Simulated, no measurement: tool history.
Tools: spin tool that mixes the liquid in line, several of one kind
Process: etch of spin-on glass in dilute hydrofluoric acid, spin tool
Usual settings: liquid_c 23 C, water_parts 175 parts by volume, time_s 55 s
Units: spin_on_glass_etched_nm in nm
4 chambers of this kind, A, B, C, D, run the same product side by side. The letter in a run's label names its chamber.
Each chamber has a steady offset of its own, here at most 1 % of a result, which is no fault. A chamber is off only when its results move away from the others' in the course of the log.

run   hour  liquid_c  water_parts  time_s  hours since the thermometer was replaced  hours since the hydrofluoric acid flow meter was replaced  read-back film thickness of the spin-on glass reference wafer, read on the same gauge (nm)  spin_on_glass_etched_nm
 1C    5.7        23          175      55                                      66.3                                                      507.7                                                                                      109.98                   13.847
 2A     13        23          175      55                                     451.1                                                        181                                                                                      110.02                   14.001
 3B   17.5        23          175      55                                     650.8                                                      313.6                                                                                      109.99                   13.827
 4D   21.1        23          175      55                                     415.2                                                      434.9                                                                                      110.02                   13.881
 5D   27.8        23          175      55                                     421.9                                                      441.6                                                                                         110                   13.941
 6C   33.3        23          175      55                                      93.9                                                      535.3                                                                                      109.99                   13.901
 7A   38.7        23          175      55                                     476.8                                                      206.7                                                                                      110.02                   14.129
 8B     43        23          175      55                                     676.3                                                      339.1                                                                                         110                    13.97
 9B   47.5        21          175      25                                     680.8                                                      343.6                                                                                         110                   5.9053
10A   52.9        21          175      25                                       491                                                      220.9                                                                                      110.04                    5.959
11D   59.6        21          175      25                                     453.7                                                      473.4                                                                                      110.03                   5.9145
12C   66.3        21          175      25                                     126.9                                                      568.3                                                                                         110                   5.9052
13B   74.1        23          175      55                                     707.4                                                      370.2                                                                                      109.95                   14.087
14C   77.7        23          175      55                                     138.3                                                      579.7                                                                                      109.97                   13.887
15A     83        23          175      55                                     521.1                                                        251                                                                                      109.98                   14.131
16D     89        23          175      75                                     483.1                                                      502.8                                                                                      110.01                    19.01
      89.3  -- chamber B: thermometer replaced
17B     97        23          175      75                                       7.7                                                      393.1                                                                                      110.01                   19.353
18D    101        23          175      75                                     495.1                                                      514.8                                                                                      110.01                   19.192
19C  108.5        23          175      75                                     169.1                                                      610.5                                                                                      109.99                   18.478
20A  113.2        23          175      55                                     551.3                                                      281.2                                                                                      109.99                   14.344
21A  117.3        23          175      55                                     555.4                                                      285.3                                                                                      110.01                   14.727
22B    125        23          175      55                                      35.7                                                      421.1                                                                                      110.04                   14.028
23C  129.1        23          175      55                                     189.7                                                      631.1                                                                                      110.03                   13.682
24D  135.3        23          175      55                                     529.4                                                      549.1                                                                                      110.01                   13.995
25C  140.4        20          175      55                                       201                                                      642.4                                                                                      109.99                   12.227
26D  145.7        20          175      55                                     539.8                                                      559.5                                                                                      109.99                   12.412
27A  153.5        20          175      55                                     591.6                                                      321.5                                                                                      109.96                   13.465
28B  161.5        20          175      55                                      72.2                                                      457.6                                                                                         110                   12.585
29B  167.8        23          175      55                                      78.5                                                      463.9                                                                                         110                   14.181
30A  172.3        23          175      55                                     610.4                                                      340.3                                                                                      109.98                   15.313
31D  176.4        23          175      55                                     570.5                                                      590.2                                                                                      109.99                   13.832
32C  181.1        23          175      55                                     241.7                                                      683.1                                                                                      110.01                   13.776
33D  188.8        23          175      55                                     582.9                                                      602.6                                                                                         110                   14.009
34A  197.1        23          175      55                                     635.2                                                      365.1                                                                                      110.02                   15.396

Next, every chamber runs the same settings. What will each give?
35A  203.1      25.5          175      55                                                                                                                                                                                                                         ?
35B  203.1      25.5          175      55                                                                                                                                                                                                                         ?
35C  203.1      25.5          175      55                                                                                                                                                                                                                         ?
35D  203.1      25.5          175      55                                                                                                                                                                                                                         ?

run  spin_on_glass_etched_nm
35A                   17.178
35B                   15.165
35C                   15.024
35D                   15.285
